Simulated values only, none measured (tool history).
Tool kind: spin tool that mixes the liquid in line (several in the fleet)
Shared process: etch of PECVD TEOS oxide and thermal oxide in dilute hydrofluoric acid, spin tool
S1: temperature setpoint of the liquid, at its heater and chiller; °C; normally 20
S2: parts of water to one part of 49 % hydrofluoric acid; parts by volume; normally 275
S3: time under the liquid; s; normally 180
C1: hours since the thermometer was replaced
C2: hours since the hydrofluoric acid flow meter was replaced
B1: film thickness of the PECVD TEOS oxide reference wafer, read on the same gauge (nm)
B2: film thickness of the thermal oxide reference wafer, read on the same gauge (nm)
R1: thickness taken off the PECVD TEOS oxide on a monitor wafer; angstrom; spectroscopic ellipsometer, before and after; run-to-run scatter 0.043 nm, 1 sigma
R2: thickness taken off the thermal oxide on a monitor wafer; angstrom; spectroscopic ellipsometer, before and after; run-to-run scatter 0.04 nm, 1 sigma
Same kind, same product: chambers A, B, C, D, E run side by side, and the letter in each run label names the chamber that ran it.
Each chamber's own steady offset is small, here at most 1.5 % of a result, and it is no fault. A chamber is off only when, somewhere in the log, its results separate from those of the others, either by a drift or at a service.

run	day	S1	S2	S3	C1	C2	B1	B2	R1	R2
1C	0.433	20	275	180	1689.6	648.4	119.99	129.98	81.036	21.852
2B	0.808	20	275	180	1519.7	2004.1	120	129.98	80.385	22.525
3D	1.329	20	275	180	374.7	435.6	120.01	130.01	81.666	22.832
4E	1.908	20	275	180	1225.9	822.7	120	129.99	80.668	23.469
5A	2.346	20	275	180	630	1780.4	119.99	130.01	81.184	22.202
6D	2.758	20	275	180	409	469.9	119.99	130	82.036	22.638
7E	3.379	20	275	180	1261.2	858	120.03	129.99	80.804	21.918
8A	3.892	20	275	180	667.1	1817.5	119.98	129.99	81.012	21.914
9C	4.279	20	275	180	1781.9	740.7	120	130	82.323	21.85
10B	4.683	20	275	180	1612.7	2097.1	119.99	130	80.474	22.155
11D	5.033	20	275	180	463.6	524.5	119.99	130	82.154	22.01
# day 5.204: chamber D: thermometer replaced
12C	5.533	20	275	180	1812	770.8	119.99	130.01	82.507	22.626
13E	6.162	20	275	180	1328	924.8	119.99	129.99	80.772	21.945
14B	6.775	20	275	240	1662.9	2147.3	120.03	130	107.34	29.961
15A	7.317	20	275	240	749.3	1899.7	119.99	130.01	106.55	29.857
16B	7.658	20	275	240	1684.1	2168.5	119.99	129.98	107.85	29.801
# day 7.708: chamber B: hydrofluoric acid flow meter replaced
17A	7.988	20	275	240	765.4	1915.8	120	130	108.42	29.354
18E	8.625	20	275	240	1387.1	983.9	120.01	129.99	108.03	30.404
# day 8.983: chamber A: hydrofluoric acid flow meter replaced
19C	9.071	20	365	180	1896.9	855.7	119.99	130.01	58.485	15.805
20D	9.592	20	365	180	105.3	633.9	119.97	129.99	57.693	16.018
21D	10.204	20	365	180	120	648.6	120.01	130	57.572	16.082
# day 10.442: chamber B: thermometer replaced
22C	10.675	20	365	180	1935.4	894.2	120.01	130.01	58.75	16.176
23A	10.958	20	365	180	836.7	47.4	119.99	130.01	55.978	16.012
24B	11.521	20	275	180	26	91.6	120.02	130.01	80.713	22.496
25E	11.917	20	275	180	1466.1	1062.9	119.97	129.98	81.417	22.491
26B	12.292	23.5	410	180	44.5	110.1	120.01	130.02	54.491	14.951
27C	12.912	23.5	410	180	1989.1	947.9	119.99	130	58.313	15.31
28E	13.538	23.5	410	180	1505	1101.8	119.99	129.99	53.983	14.872
29A	13.908	23.5	410	180	907.5	118.2	120	129.99	54.651	15.067
# day 14.175: chamber D: hydrofluoric acid flow meter replaced
30D	14.325	23.5	410	180	218.9	3.6	120.01	130	54.835	15.235

Next, all 5 chambers run the settings below, one line each with question marks for the results. What does each chamber give?
31A	14.788	24.5	275	180					?	?
31B	14.788	24.5	275	180					?	?
31C	14.788	24.5	275	180					?	?
31D	14.788	24.5	275	180					?	?
31E	14.788	24.5	275	180					?	?

run	R1	R2
31A	95.138	25.957
31B	95.313	26.488
31C	103.43	27.702
31D	97.13	27.112
31E	95.169	26.486

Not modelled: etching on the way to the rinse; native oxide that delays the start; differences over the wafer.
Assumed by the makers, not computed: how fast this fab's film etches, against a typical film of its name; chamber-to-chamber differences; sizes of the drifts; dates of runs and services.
